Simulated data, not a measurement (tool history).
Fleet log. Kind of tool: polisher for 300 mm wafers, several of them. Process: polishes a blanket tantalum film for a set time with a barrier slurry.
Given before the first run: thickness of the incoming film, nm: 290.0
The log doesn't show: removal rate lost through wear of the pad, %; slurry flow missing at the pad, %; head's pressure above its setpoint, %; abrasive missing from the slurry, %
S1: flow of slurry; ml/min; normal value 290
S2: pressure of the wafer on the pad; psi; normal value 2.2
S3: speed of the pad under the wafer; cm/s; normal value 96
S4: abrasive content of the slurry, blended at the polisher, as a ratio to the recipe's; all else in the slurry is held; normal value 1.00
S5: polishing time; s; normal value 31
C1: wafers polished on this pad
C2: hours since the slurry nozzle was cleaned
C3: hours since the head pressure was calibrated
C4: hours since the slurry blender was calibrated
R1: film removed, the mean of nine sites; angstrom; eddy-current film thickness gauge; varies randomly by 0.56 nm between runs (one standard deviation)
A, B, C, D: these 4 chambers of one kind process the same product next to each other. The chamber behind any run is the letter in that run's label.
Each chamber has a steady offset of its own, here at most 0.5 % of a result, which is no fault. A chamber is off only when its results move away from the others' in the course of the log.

run,hour,S1,S2,S3,S4,S5,C1,C2,C3,C4,R1
1D,6.5,290,2.2,96,1.00,31,504,83.6,633.7,70.7,499.76
# hour 8.3: chamber C: slurry nozzle cleaned
2C,10.5,290,2.2,96,1.00,31,863,2.2,487.4,316.8,505.09
# hour 14.6: chamber B: slurry nozzle cleaned
3B,16.5,290,2.2,96,1.00,31,248,1.9,198.0,117.6,508.33
# hour 20.0: chamber C: slurry blender recalibrated
4A,21.9,290,2.2,96,1.00,31,668,324.8,184.1,76.9,497.54
5C,26.5,290,2.2,96,1.00,31,1094,18.2,503.4,6.6,510.40
# hour 28.8: chamber D: worn pad replaced by a new one
6D,33.7,290,1.9,96,1.00,37,71,110.8,660.9,97.9,517.07
# hour 34.1: chamber C: worn pad replaced by a new one
7A,38.9,290,1.9,96,1.00,37,913,341.8,201.1,93.9,534.80
8B,46.5,290,1.9,96,1.00,37,680,31.9,228.0,147.6,525.55
9C,50.7,290,1.9,96,1.00,37,239,42.4,527.6,30.8,517.78
10A,57.1,290,2.2,96,1.00,31,1176,360.0,219.3,112.1,508.60
11D,63.6,290,2.2,96,1.00,31,502,140.7,690.8,127.8,506.87
12B,70.6,290,2.2,96,1.00,31,1028,56.0,252.1,171.7,502.04
13A,78.3,290,2.2,96,1.00,31,1481,381.2,240.5,133.3,499.19
14B,84.5,290,2.2,96,1.00,31,1228,69.9,266.0,185.6,502.18
# hour 84.9: chamber D: worn pad replaced by a new one
# hour 85.9: chamber B: worn pad replaced by a new one
15D,89.7,290,2.2,96,1.00,31,69,166.8,716.9,153.9,502.33
16C,94.6,290,2.2,108,0.85,31,872,86.3,571.5,74.7,543.47
17D,100.7,290,2.2,108,0.85,31,228,177.8,727.9,164.9,534.95
18C,106.1,290,2.2,108,0.85,31,1038,97.8,583.0,86.2,543.65
19B,114.0,290,2.2,108,0.85,31,405,99.4,295.5,215.1,544.60
20A,121.5,290,2.2,96,1.00,31,2104,424.4,283.7,176.5,494.83
21B,125.5,215,2.2,96,1.00,31,571,110.9,307.0,226.6,483.44
22D,129.9,215,2.2,96,1.00,31,649,207.0,757.1,194.1,482.43
# hour 134.9: chamber D: slurry nozzle cleaned
23C,135.7,215,2.2,96,1.00,31,1464,127.4,612.6,115.8,492.61
# hour 136.1: chamber C: worn pad replaced by a new one
# hour 139.3: chamber A: slurry blender recalibrated
24A,139.7,215,2.2,96,1.00,31,2366,442.6,301.9,0.4,469.24
25D,144.7,290,2.2,68,1.00,31,862,9.8,771.9,208.9,355.71
# hour 145.0: chamber D: worn pad replaced by a new one
26B,148.4,290,2.2,68,1.00,31,901,133.8,329.9,249.5,358.83
27C,152.2,290,2.2,68,1.00,31,232,143.9,629.1,132.3,354.59
28A,158.5,290,2.2,68,1.00,31,2637,461.4,320.7,19.2,352.26
29A,166.6,290,2.2,96,1.00,31,2754,469.5,328.8,27.3,490.11
30D,171.5,290,2.2,96,1.00,31,383,36.6,798.7,235.7,497.15
# hour 172.4: chamber B: worn pad replaced by a new one
31C,176.5,290,2.2,96,1.00,31,582,168.2,653.4,156.6,507.97
32B,181.0,290,2.2,80,1.00,38,124,166.4,362.5,282.1,508.51
33A,185.4,290,2.2,80,1.00,38,3025,488.3,347.6,46.1,506.36
34C,193.3,290,2.2,80,1.00,38,824,185.0,670.2,173.4,527.07
35B,197.1,290,2.2,80,1.00,38,356,182.5,378.6,298.2,511.92
36D,203.2,290,2.2,96,1.00,31,840,68.3,830.4,267.4,498.98
# hour 206.6: chamber D: worn pad replaced by a new one
37A,210.6,290,2.2,96,1.00,23,3388,513.5,372.8,71.3,357.61
38D,214.2,290,2.2,96,1.00,23,110,79.3,841.4,278.4,373.33
39C,220.4,290,2.2,96,1.00,23,1215,212.1,697.3,200.5,369.33
40B,227.4,290,2.2,96,1.00,23,793,212.8,408.9,328.5,372.25
# hour 230.0: chamber C: worn pad replaced by a new one
41C,235.1,290,2.2,96,1.00,31,73,226.8,712.0,215.2,492.19
42A,239.3,290,2.2,96,0.90,31,3802,542.2,401.5,100.0,460.19
43D,245.3,290,2.2,96,0.90,31,558,110.4,872.5,309.5,481.60

Has any chamber moved away from the others, gradually or after a service, or does the common gauge drift, or do the chambers differ only by their own small steady offsets? State the chamber and the most likely cause if one applies.

Chamber A drifts away from the others.
Cause: removal rate lost through wear of the pad, % = 6.6.
The log might look much the same if the cause were instead: slurry flow missing at the pad, %; head's pressure below its setpoint, %.

Which of the 4 candidates below, each the usual settings with something changed and its results left as question marks, puts chamber A back in line with what the other chambers give on the usual settings?
Maximum distance from the other chambers' mean on the usual settings for a result to count as in line: R1 19.00 angstrom
44A-1,251.1,290,2.3,100,1.00,33,,,,,?
44A-2,251.1,290,2.3,96,1.00,32,,,,,?
44A-3,251.1,285,2.2,84,1.00,31,,,,,?
44A-4,251.1,290,2.2,92,1.00,30,,,,,?

Mean of the other chambers on the usual settings: R1 502.28 angstrom
run,R1
44A-1,548.04
44A-2,510.49
44A-3,413.87
44A-4,438.73
With 44A-2, the chamber falls back in line with the rest.
